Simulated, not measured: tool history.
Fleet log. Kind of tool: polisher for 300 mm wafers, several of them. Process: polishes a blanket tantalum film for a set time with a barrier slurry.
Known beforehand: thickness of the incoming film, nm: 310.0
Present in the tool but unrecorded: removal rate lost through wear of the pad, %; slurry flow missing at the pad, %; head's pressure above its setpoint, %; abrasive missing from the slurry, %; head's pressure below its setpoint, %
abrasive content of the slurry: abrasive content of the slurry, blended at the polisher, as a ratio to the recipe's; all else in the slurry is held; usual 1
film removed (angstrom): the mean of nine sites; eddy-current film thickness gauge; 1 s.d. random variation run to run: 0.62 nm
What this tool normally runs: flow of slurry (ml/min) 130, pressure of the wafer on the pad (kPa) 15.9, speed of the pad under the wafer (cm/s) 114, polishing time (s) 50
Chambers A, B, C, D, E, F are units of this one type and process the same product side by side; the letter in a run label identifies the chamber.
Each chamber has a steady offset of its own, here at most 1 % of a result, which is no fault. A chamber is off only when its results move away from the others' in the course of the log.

| run | hour | flow of slurry (ml/min) | pressure of the wafer on the pad (kPa) | speed of the pad under the wafer (cm/s) | abrasive content of the slurry | polishing time (s) | wafers polished on this pad | hours since the slurry nozzle was cleaned | hours since the head pressure was calibrated | hours since the slurry blender was calibrated | film removed (angstrom) |
|---|---|---|---|---|---|---|---|---|---|---|---|
| 1B | 6.7 | 130 | 15.9 | 114 | 1 | 50 | 625 | 18.2 | 670.4 | 303 | 939.96 |
|  | 11.5 | chamber F: worn pad replaced by a new one |
|  | 13.2 | chamber B: slurry blender recalibrated |
| 2F | 14.4 | 130 | 15.9 | 114 | 1 | 50 | 26 | 345 | 910.9 | 158.9 | 921.08 |
| 3A | 24.5 | 130 | 15.9 | 114 | 1 | 50 | 1283 | 528.4 | 28 | 236 | 910.12 |
|  | 29.1 | chamber E: worn pad replaced by a new one |
|  | 33.6 | chamber B: head pressure recalibrated |
| 4C | 39.5 | 130 | 15.9 | 114 | 1 | 50 | 822 | 101.2 | 344.4 | 247.7 | 937.15 |
|  | 44.6 | chamber A: worn pad replaced by a new one |
| 5E | 50.1 | 130 | 15.9 | 114 | 1 | 50 | 190 | 87.5 | 473.3 | 277.7 | 910.6 |
|  | 53.5 | chamber B: worn pad replaced by a new one |
|  | 61.7 | chamber D: slurry blender recalibrated |
| 6D | 62.4 | 130 | 15.9 | 114 | 1 | 50 | 811 | 465.4 | 1027.4 | 0.7 | 931.96 |
| 7A | 69.4 | 130 | 15.9 | 114 | 1 | 50 | 225 | 573.3 | 72.9 | 280.9 | 930.1 |
| 8C | 76.9 | 130 | 15.9 | 114 | 1 | 50 | 1161 | 138.6 | 381.8 | 285.1 | 918.63 |
|  | 78 | chamber D: worn pad replaced by a new one |
|  | 85.7 | chamber E: slurry blender recalibrated |
| 9F | 90.9 | 130 | 15.9 | 114 | 1 | 50 | 718 | 421.5 | 987.4 | 235.4 | 920.35 |
|  | 97.5 | chamber F: worn pad replaced by a new one |
| 10D | 99 | 130 | 15.9 | 114 | 1 | 50 | 190 | 502 | 1064 | 37.3 | 930.8 |
|  | 100.4 | chamber C: worn pad replaced by a new one |
|  | 108.8 | chamber D: slurry nozzle cleaned |
| 11B | 112.7 | 130 | 15.9 | 114 | 1 | 50 | 536 | 124.2 | 79.2 | 99.6 | 930.54 |
|  | 115.1 | chamber F: slurry blender recalibrated |
| 12E | 122.9 | 130 | 15.9 | 98 | 1 | 50 | 849 | 160.3 | 546.1 | 37.2 | 798.42 |
|  | 124.5 | chamber C: slurry blender recalibrated |
|  | 128.9 | chamber E: worn pad replaced by a new one |
| 13D | 135 | 130 | 15.9 | 98 | 1 | 50 | 515 | 26.3 | 1100 | 73.3 | 791.17 |
| 14F | 146.3 | 130 | 15.9 | 98 | 1 | 50 | 442 | 476.9 | 1042.8 | 31.3 | 791.54 |
| 15A | 154.1 | 130 | 15.9 | 98 | 1 | 50 | 991 | 658 | 157.6 | 365.6 | 790.67 |
| 16C | 168.3 | 130 | 15.9 | 98 | 1 | 50 | 614 | 230 | 473.2 | 43.9 | 800 |
|  | 169.2 | chamber A: worn pad replaced by a new one |
|  | 173.4 | chamber F: slurry nozzle cleaned |
| 17B | 175.9 | 130 | 15.9 | 98 | 1 | 50 | 1107 | 187.4 | 142.4 | 162.8 | 785.65 |
|  | 176.9 | chamber B: worn pad replaced by a new one |
|  | 183.6 | chamber F: worn pad replaced by a new one |
|  | 186.2 | chamber D: worn pad replaced by a new one |
|  | 188.7 | chamber D: slurry blender recalibrated |
| 18E | 190.5 | 130 | 15.9 | 114 | 1 | 50 | 557 | 227.9 | 613.7 | 104.8 | 915.61 |
| 19E | 199.4 | 130 | 15.9 | 114 | 1 | 50 | 637 | 236.8 | 622.6 | 113.7 | 916.45 |
| 20B | 208.9 | 130 | 15.9 | 114 | 1 | 50 | 290 | 220.4 | 175.4 | 195.8 | 922.79 |
| 21C | 217.2 | 130 | 15.9 | 114 | 1 | 50 | 1057 | 278.9 | 522.1 | 92.8 | 927.43 |
|  | 225.7 | chamber E: worn pad replaced by a new one |
| 22F | 226.2 | 130 | 15.9 | 114 | 1 | 50 | 385 | 52.8 | 1122.7 | 111.2 | 925.29 |
| 23D | 234.1 | 130 | 15.9 | 114 | 1 | 50 | 434 | 125.4 | 1199.1 | 45.5 | 921.14 |
|  | 234.6 | chamber C: worn pad replaced by a new one |
|  | 243.5 | chamber A: slurry nozzle cleaned |
| 24A | 247.4 | 130 | 15.9 | 114 | 1 | 50 | 708 | 4 | 250.9 | 458.9 | 912.08 |
| 25F | 261.2 | 130 | 15.9 | 114 | 1 | 50 | 702 | 87.8 | 1157.7 | 146.2 | 922.34 |
| 26B | 267.9 | 130 | 15.9 | 114 | 1 | 50 | 823 | 279.4 | 234.4 | 254.8 | 920.57 |
|  | 274.9 | chamber F: worn pad replaced by a new one |
| 27D | 280.7 | 130 | 15.9 | 114 | 1 | 50 | 855 | 172 | 1245.7 | 92.1 | 927.72 |
|  | 282.9 | chamber B: slurry nozzle cleaned |
|  | 289.1 | chamber D: worn pad replaced by a new one |
| 28C | 291.1 | 130 | 15.9 | 100 | 0.7 | 50 | 511 | 352.8 | 596 | 166.7 | 729.27 |
|  | 295.8 | chamber B: worn pad replaced by a new one |
| 29E | 300 | 130 | 15.9 | 100 | 0.7 | 50 | 672 | 337.4 | 723.2 | 214.3 | 712.67 |
| 30A | 310.5 | 130 | 15.9 | 100 | 0.7 | 50 | 1278 | 67.1 | 314 | 522 | 695.37 |
|  | 310.9 | chamber D: slurry blender recalibrated |
|  | 316.1 | chamber D: head pressure recalibrated |
|  | 322.5 | chamber A: worn pad replaced by a new one |
| 31E | 323.6 | 130 | 15.9 | 100 | 0.7 | 50 | 885 | 361 | 746.8 | 237.9 | 714.39 |
| 32D | 334.8 | 130 | 15.9 | 100 | 0.7 | 50 | 413 | 226.1 | 18.8 | 24 | 726.57 |
| 33A | 345.7 | 130 | 15.9 | 100 | 0.7 | 50 | 209 | 102.3 | 349.2 | 557.2 | 694.94 |
| 34C | 357.3 | 130 | 15.9 | 114 | 1 | 50 | 1110 | 419 | 662.2 | 232.9 | 920.56 |
|  | 361.2 | chamber F: worn pad replaced by a new one |
| 35B | 363.8 | 145 | 15.9 | 114 | 0.85 | 50 | 615 | 80.9 | 330.3 | 350.7 | 906.83 |
|  | 368.7 | chamber F: slurry blender recalibrated |
| 36F | 373.3 | 145 | 15.9 | 114 | 0.85 | 50 | 109 | 199.9 | 1269.8 | 4.7 | 902.88 |
| 37A | 384.1 | 145 | 15.9 | 114 | 0.85 | 50 | 557 | 140.7 | 387.6 | 595.6 | 857.49 |

Each of the 6 chambers runs these same settings next. Fill in every chamber's results:
| 38A | 394.8 | 130 | 15.9 | 114 | 1 | 50 |  |  |  |  | ? |
| 38B | 394.8 | 130 | 15.9 | 114 | 1 | 50 |  |  |  |  | ? |
| 38C | 394.8 | 130 | 15.9 | 114 | 1 | 50 |  |  |  |  | ? |
| 38D | 394.8 | 130 | 15.9 | 114 | 1 | 50 |  |  |  |  | ? |
| 38E | 394.8 | 130 | 15.9 | 114 | 1 | 50 |  |  |  |  | ? |
| 38F | 394.8 | 130 | 15.9 | 114 | 1 | 50 |  |  |  |  | ? |

| run | film removed (angstrom) |
|---|---|
| 38A | 876.79 |
| 38B | 917.55 |
| 38C | 922.05 |
| 38D | 931.34 |
| 38E | 911.41 |
| 38F | 925.09 |
